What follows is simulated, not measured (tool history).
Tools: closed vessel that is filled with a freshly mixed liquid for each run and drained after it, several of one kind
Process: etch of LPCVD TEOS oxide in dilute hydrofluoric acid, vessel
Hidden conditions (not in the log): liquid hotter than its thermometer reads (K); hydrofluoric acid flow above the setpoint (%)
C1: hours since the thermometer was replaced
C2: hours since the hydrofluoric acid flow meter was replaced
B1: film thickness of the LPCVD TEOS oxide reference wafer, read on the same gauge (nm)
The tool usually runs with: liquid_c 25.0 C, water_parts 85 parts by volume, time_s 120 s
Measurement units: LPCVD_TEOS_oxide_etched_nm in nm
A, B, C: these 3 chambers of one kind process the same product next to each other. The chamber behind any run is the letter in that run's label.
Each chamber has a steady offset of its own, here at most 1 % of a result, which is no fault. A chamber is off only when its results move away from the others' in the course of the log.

{"run": "1C", "hour": 7.0, "liquid_c": 25.0, "water_parts": 85, "time_s": 120, "C1": 267.2, "C2": 506.5, "B1": 139.99, "LPCVD_TEOS_oxide_etched_nm": 49.969}
{"run": "2B", "hour": 17.8, "liquid_c": 25.0, "water_parts": 85, "time_s": 120, "C1": 430.5, "C2": 856.6, "B1": 139.99, "LPCVD_TEOS_oxide_etched_nm": 49.42}
{"run": "3A", "hour": 25.3, "liquid_c": 25.0, "water_parts": 85, "time_s": 120, "C1": 1233.9, "C2": 1005.8, "B1": 139.98, "LPCVD_TEOS_oxide_etched_nm": 49.773}
{"run": "4A", "hour": 35.4, "liquid_c": 25.0, "water_parts": 85, "time_s": 120, "C1": 1244.0, "C2": 1015.9, "B1": 139.99, "LPCVD_TEOS_oxide_etched_nm": 49.904}
{"run": "5C", "hour": 43.5, "liquid_c": 25.0, "water_parts": 85, "time_s": 120, "C1": 303.7, "C2": 543.0, "B1": 139.99, "LPCVD_TEOS_oxide_etched_nm": 49.76}
{"run": "6B", "hour": 51.9, "liquid_c": 25.0, "water_parts": 85, "time_s": 120, "C1": 464.6, "C2": 890.7, "B1": 139.98, "LPCVD_TEOS_oxide_etched_nm": 49.561}
{"run": "7A", "hour": 60.6, "liquid_c": 25.0, "water_parts": 85, "time_s": 120, "C1": 1269.2, "C2": 1041.1, "B1": 139.98, "LPCVD_TEOS_oxide_etched_nm": 49.645}
{"run": "8C", "hour": 69.6, "liquid_c": 25.0, "water_parts": 55, "time_s": 120, "C1": 329.8, "C2": 569.1, "B1": 140.0, "LPCVD_TEOS_oxide_etched_nm": 80.031}
{"run": "9B", "hour": 78.1, "liquid_c": 25.0, "water_parts": 55, "time_s": 120, "C1": 490.8, "C2": 916.9, "B1": 139.99, "LPCVD_TEOS_oxide_etched_nm": 80.952}
{"run": "10C", "hour": 87.9, "liquid_c": 25.0, "water_parts": 55, "time_s": 120, "C1": 348.1, "C2": 587.4, "B1": 139.99, "LPCVD_TEOS_oxide_etched_nm": 80.053}
{"run": "11B", "hour": 93.7, "liquid_c": 25.0, "water_parts": 85, "time_s": 120, "C1": 506.4, "C2": 932.5, "B1": 139.98, "LPCVD_TEOS_oxide_etched_nm": 49.947}
{"run": "12A", "hour": 103.2, "liquid_c": 25.0, "water_parts": 85, "time_s": 120, "C1": 1311.8, "C2": 1083.7, "B1": 140.02, "LPCVD_TEOS_oxide_etched_nm": 49.704}
{"run": "13B", "hour": 108.1, "liquid_c": 25.0, "water_parts": 85, "time_s": 120, "C1": 520.8, "C2": 946.9, "B1": 139.99, "LPCVD_TEOS_oxide_etched_nm": 50.148}
{"run": "14C", "hour": 116.8, "liquid_c": 25.0, "water_parts": 105, "time_s": 170, "C1": 377.0, "C2": 616.3, "B1": 140.01, "LPCVD_TEOS_oxide_etched_nm": 55.849}
{"run": "15A", "hour": 127.5, "liquid_c": 25.0, "water_parts": 105, "time_s": 170, "C1": 1336.1, "C2": 1108.0, "B1": 140.0, "LPCVD_TEOS_oxide_etched_nm": 55.461}
{"run": "16A", "hour": 137.9, "liquid_c": 25.0, "water_parts": 105, "time_s": 170, "C1": 1346.5, "C2": 1118.4, "B1": 140.0, "LPCVD_TEOS_oxide_etched_nm": 55.439}
{"run": "17B", "hour": 144.9, "liquid_c": 25.0, "water_parts": 85, "time_s": 120, "C1": 557.6, "C2": 983.7, "B1": 139.99, "LPCVD_TEOS_oxide_etched_nm": 50.599}
{"run": "18C", "hour": 150.7, "liquid_c": 25.0, "water_parts": 85, "time_s": 120, "C1": 410.9, "C2": 650.2, "B1": 139.98, "LPCVD_TEOS_oxide_etched_nm": 49.869}
{"run": "19B", "hour": 157.3, "liquid_c": 25.0, "water_parts": 85, "time_s": 120, "C1": 570.0, "C2": 996.1, "B1": 139.98, "LPCVD_TEOS_oxide_etched_nm": 51.084}
{"run": "20A", "hour": 166.9, "liquid_c": 25.0, "water_parts": 85, "time_s": 120, "C1": 1375.5, "C2": 1147.4, "B1": 140.04, "LPCVD_TEOS_oxide_etched_nm": 49.909}
{"run": "21C", "hour": 176.7, "liquid_c": 25.0, "water_parts": 85, "time_s": 120, "C1": 436.9, "C2": 676.2, "B1": 139.99, "LPCVD_TEOS_oxide_etched_nm": 50.053}
{"run": "22A", "hour": 184.3, "liquid_c": 25.0, "water_parts": 85, "time_s": 120, "C1": 1392.9, "C2": 1164.8, "B1": 140.01, "LPCVD_TEOS_oxide_etched_nm": 50.075}
{"run": "23C", "hour": 192.5, "liquid_c": 28.5, "water_parts": 85, "time_s": 120, "C1": 452.7, "C2": 692.0, "B1": 140.02, "LPCVD_TEOS_oxide_etched_nm": 57.127}
{"run": "24B", "hour": 203.0, "liquid_c": 28.5, "water_parts": 85, "time_s": 120, "C1": 615.7, "C2": 1041.8, "B1": 140.0, "LPCVD_TEOS_oxide_etched_nm": 58.651}
{"run": "25C", "hour": 210.9, "liquid_c": 28.5, "water_parts": 85, "time_s": 120, "C1": 471.1, "C2": 710.4, "B1": 140.0, "LPCVD_TEOS_oxide_etched_nm": 56.869}
{"run": "26A", "hour": 218.0, "liquid_c": 25.0, "water_parts": 85, "time_s": 120, "C1": 1426.6, "C2": 1198.5, "B1": 140.01, "LPCVD_TEOS_oxide_etched_nm": 49.679}
{"run": "27B", "hour": 226.2, "liquid_c": 25.0, "water_parts": 85, "time_s": 120, "C1": 638.9, "C2": 1065.0, "B1": 140.02, "LPCVD_TEOS_oxide_etched_nm": 51.51}
{"run": "28B", "hour": 236.1, "liquid_c": 25.0, "water_parts": 85, "time_s": 120, "C1": 648.8, "C2": 1074.9, "B1": 140.01, "LPCVD_TEOS_oxide_etched_nm": 51.393}
{"run": "29A", "hour": 243.9, "liquid_c": 25.0, "water_parts": 85, "time_s": 120, "C1": 1452.5, "C2": 1224.4, "B1": 139.95, "LPCVD_TEOS_oxide_etched_nm": 49.305}
{"run": "30C", "hour": 248.9, "liquid_c": 25.0, "water_parts": 85, "time_s": 120, "C1": 509.1, "C2": 748.4, "B1": 140.01, "LPCVD_TEOS_oxide_etched_nm": 50.182}
{"run": "31B", "hour": 257.3, "liquid_c": 25.0, "water_parts": 85, "time_s": 120, "C1": 670.0, "C2": 1096.1, "B1": 139.99, "LPCVD_TEOS_oxide_etched_nm": 51.975}

All chambers now run identical settings, listed one chamber a line with results as question marks. What results will each chamber show?
{"run": "32A", "hour": 265.0, "liquid_c": 25.0, "water_parts": 85, "time_s": 120, "LPCVD_TEOS_oxide_etched_nm": "?"}
{"run": "32B", "hour": 265.0, "liquid_c": 25.0, "water_parts": 85, "time_s": 120, "LPCVD_TEOS_oxide_etched_nm": "?"}
{"run": "32C", "hour": 265.0, "liquid_c": 25.0, "water_parts": 85, "time_s": 120, "LPCVD_TEOS_oxide_etched_nm": "?"}

run=32A LPCVD_TEOS_oxide_etched_nm=50.047
run=32B LPCVD_TEOS_oxide_etched_nm=51.939
run=32C LPCVD_TEOS_oxide_etched_nm=49.735

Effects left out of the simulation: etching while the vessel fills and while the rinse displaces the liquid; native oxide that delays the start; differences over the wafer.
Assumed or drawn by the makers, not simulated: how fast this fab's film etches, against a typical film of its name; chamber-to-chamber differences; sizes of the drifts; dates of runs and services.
